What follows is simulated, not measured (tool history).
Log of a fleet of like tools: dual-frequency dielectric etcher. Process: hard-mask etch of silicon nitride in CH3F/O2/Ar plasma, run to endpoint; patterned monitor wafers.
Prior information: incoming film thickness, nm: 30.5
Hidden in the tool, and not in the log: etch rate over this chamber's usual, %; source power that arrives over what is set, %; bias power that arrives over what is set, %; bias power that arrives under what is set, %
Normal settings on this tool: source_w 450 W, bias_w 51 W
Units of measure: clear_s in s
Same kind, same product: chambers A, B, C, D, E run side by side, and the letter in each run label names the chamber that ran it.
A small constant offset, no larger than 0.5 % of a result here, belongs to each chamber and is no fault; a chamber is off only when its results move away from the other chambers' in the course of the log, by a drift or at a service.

run	hour	source_w	bias_w	hours since the last wet clean	hours since the last source power generator calibration	hours since the last bias power generator calibration	clear_s
1E	7.1	450	51	80.8	3723.2	2796.9	47.217
2D	15	450	51	61.3	3149.8	2004	47.431
3B	20.1	450	51	484.1	222.4	737.9	46.898
# hour 25.3: chamber B: wet clean of the chamber
4A	25.3	450	51	54.3	2214.3	1036.1	47.013
5C	33.3	450	51	418.6	780.5	1178.5	47.075
6E	39.4	450	51	113.1	3755.5	2829.2	47.087
7B	46.1	450	51	20.8	248.4	763.9	46.871
8C	54.5	450	51	439.8	801.7	1199.7	47.43
9D	59.1	450	51	105.4	3193.9	2048.1	47.231
10A	66.8	450	51	95.8	2255.8	1077.6	47.369
11C	76.6	450	51	461.9	823.8	1221.8	47.845
12E	83.9	450	51	157.6	3800	2873.7	46.628
13B	92.8	450	51	67.5	295.1	810.6	47.234
14D	100.9	450	51	147.2	3235.7	2089.9	46.386
15A	109.8	450	51	138.8	2298.8	1120.6	47.599
16B	119.8	450	51	94.5	322.1	837.6	47.607
17A	127.9	450	51	156.9	2316.9	1138.7	47.371
# hour 128.8: chamber D: source power generator calibrated
18C	136.2	380	51	521.5	883.4	1281.4	50.559
19D	142.4	380	51	188.7	13.7	2131.4	50.379
20E	147.3	380	51	221	3863.4	2937.1	50.173
21E	156.2	380	51	229.9	3872.3	2946	50.378
# hour 159.6: chamber C: wet clean of the chamber
22B	162	380	51	136.7	364.3	879.8	50.179
23C	171.5	450	51	11.9	918.7	1316.7	47.534
24D	178.7	450	51	225	50	2167.7	46.686
25A	186.2	450	51	215.2	2375.2	1197	47.478
26B	194.9	560	51	169.6	397.2	912.7	43.378
27D	205.2	560	51	251.5	76.5	2194.2	43.574
28C	210.4	560	51	50.8	957.6	1355.6	43.473
29E	219.8	560	51	293.5	3935.9	3009.6	43.513
30A	225.3	560	51	254.3	2414.3	1236.1	43.09

Is one chamber off against the others, does the gauge drift, or is nothing wrong? If a chamber is off, say which, and what the likeliest cause is.

Nothing is wrong: each chamber keeps only its own small, steady offset and the gauge holds still.

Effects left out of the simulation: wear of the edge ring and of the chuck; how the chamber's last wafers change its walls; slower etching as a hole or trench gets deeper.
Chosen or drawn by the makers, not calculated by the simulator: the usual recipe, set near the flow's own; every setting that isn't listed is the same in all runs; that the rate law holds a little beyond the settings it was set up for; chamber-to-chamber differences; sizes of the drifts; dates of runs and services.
